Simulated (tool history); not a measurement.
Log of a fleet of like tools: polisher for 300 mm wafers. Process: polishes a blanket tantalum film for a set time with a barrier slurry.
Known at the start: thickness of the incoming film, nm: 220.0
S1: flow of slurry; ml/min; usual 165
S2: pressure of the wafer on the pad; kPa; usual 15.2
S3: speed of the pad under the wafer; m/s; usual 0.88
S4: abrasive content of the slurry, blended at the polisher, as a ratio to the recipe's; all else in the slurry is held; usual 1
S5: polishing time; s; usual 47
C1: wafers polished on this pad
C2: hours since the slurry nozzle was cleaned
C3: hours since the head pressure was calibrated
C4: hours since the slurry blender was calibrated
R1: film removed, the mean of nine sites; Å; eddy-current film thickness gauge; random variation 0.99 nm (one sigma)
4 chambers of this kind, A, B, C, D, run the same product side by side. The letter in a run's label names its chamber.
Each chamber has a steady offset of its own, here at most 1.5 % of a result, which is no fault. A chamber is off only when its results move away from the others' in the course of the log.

run,hour,S1,S2,S3,S4,S5,C1,C2,C3,C4,R1
1D,5.8,165,15.2,0.88,1,47,514,110.6,392.4,34.1,897.64
2B,12.8,165,15.2,0.88,1,47,267,230.8,834.1,306.6,893.14
# hour 16.9: chamber C: worn pad replaced by a new one
3C,23.3,165,15.2,0.88,1,47,118,183.2,236.9,156.5,884.68
# hour 32: chamber A: worn pad replaced by a new one
4A,32.7,165,15.2,0.88,1,47,13,212.1,954.5,370.2,911.15
# hour 34.8: chamber B: worn pad replaced by a new one
5B,38.3,165,15.2,0.88,1,47,64,256.3,859.6,332.1,876.08
6D,48.5,165,15.2,0.88,1,47,1295,153.3,435.1,76.8,885.59
# hour 50.6: chamber D: worn pad replaced by a new one
7A,56.3,165,15.2,0.88,1,47,445,235.7,978.1,393.8,893.57
8C,62,165,15.2,0.88,1,47,826,221.9,275.6,195.2,885.22
# hour 67.5: chamber A: slurry blender recalibrated
9C,68.6,165,15.2,0.88,1,47,947,228.5,282.2,201.8,888.94
# hour 70.4: chamber B: worn pad replaced by a new one
# hour 72.7: chamber D: slurry blender recalibrated
10D,74.8,165,15.2,0.88,1,47,443,179.6,461.4,2.1,895.63
11B,80.3,165,15.2,0.88,1,47,181,298.3,901.6,374.1,860.79
# hour 81.8: chamber A: worn pad replaced by a new one
# hour 82.9: chamber C: slurry blender recalibrated
12A,88.7,165,15.2,0.88,1,47,128,268.1,1010.5,21.3,890.77
13B,93.9,165,15.2,0.88,1,47,429,311.9,915.2,387.7,869.94
# hour 94.1: chamber C: worn pad replaced by a new one
14A,100.9,165,15.2,0.88,1,47,351,280.3,1022.7,33.5,868.22
15D,107.2,120,15.2,0.74,1,47,1036,212,493.8,34.5,693.88
16C,114.8,120,15.2,0.74,1,47,379,274.7,328.4,31.9,706.63
# hour 115: chamber B: worn pad replaced by a new one
17D,120.1,120,15.2,0.74,1,47,1271,224.9,506.7,47.4,701.59
# hour 126.9: chamber D: worn pad replaced by a new one
# hour 127.3: chamber C: slurry nozzle cleaned
18B,127.3,120,15.2,0.74,1,47,225,345.3,948.6,421.1,683
19A,134.4,165,15.2,0.88,1,47,963,313.8,1056.2,67,890.75
# hour 135.3: chamber A: worn pad replaced by a new one
20C,139.6,165,15.2,0.88,1,47,833,12.4,353.2,56.7,902
21C,148.7,165,15.2,0.88,1,47,999,21.5,362.3,65.8,917.14
22A,159.4,165,15.2,0.88,1,47,441,338.8,1081.2,92,881.1
# hour 160: chamber C: worn pad replaced by a new one
# hour 161.7: chamber B: worn pad replaced by a new one
23D,169.7,165,15.2,0.88,1,47,784,274.5,556.3,97,880.47
# hour 171.7: chamber D: slurry blender recalibrated
24B,178.6,165,15.2,0.88,1,47,309,396.6,999.9,472.4,813.04
# hour 179.1: chamber A: worn pad replaced by a new one
25D,183.8,165,15.2,0.88,1,47,1042,288.6,570.4,12.1,904.59
26C,190.7,165,15.2,0.88,1,47,563,63.5,404.3,107.8,899.89
27A,201,165,15.2,0.88,1,47,401,380.4,1122.8,133.6,892.49
# hour 201.1: chamber B: worn pad replaced by a new one
28B,206,165,15.2,0.88,1,47,90,424,1027.3,499.8,798.02

All 4 chambers run these settings next. Forecast each chamber's results:
29A,213.7,165,18.6,0.88,1,47,,,,,?
29B,213.7,165,18.6,0.88,1,47,,,,,?
29C,213.7,165,18.6,0.88,1,47,,,,,?
29D,213.7,165,18.6,0.88,1,47,,,,,?

run,R1
29A,1100.7
29B,977.9
29C,1104.8
29D,1105.1
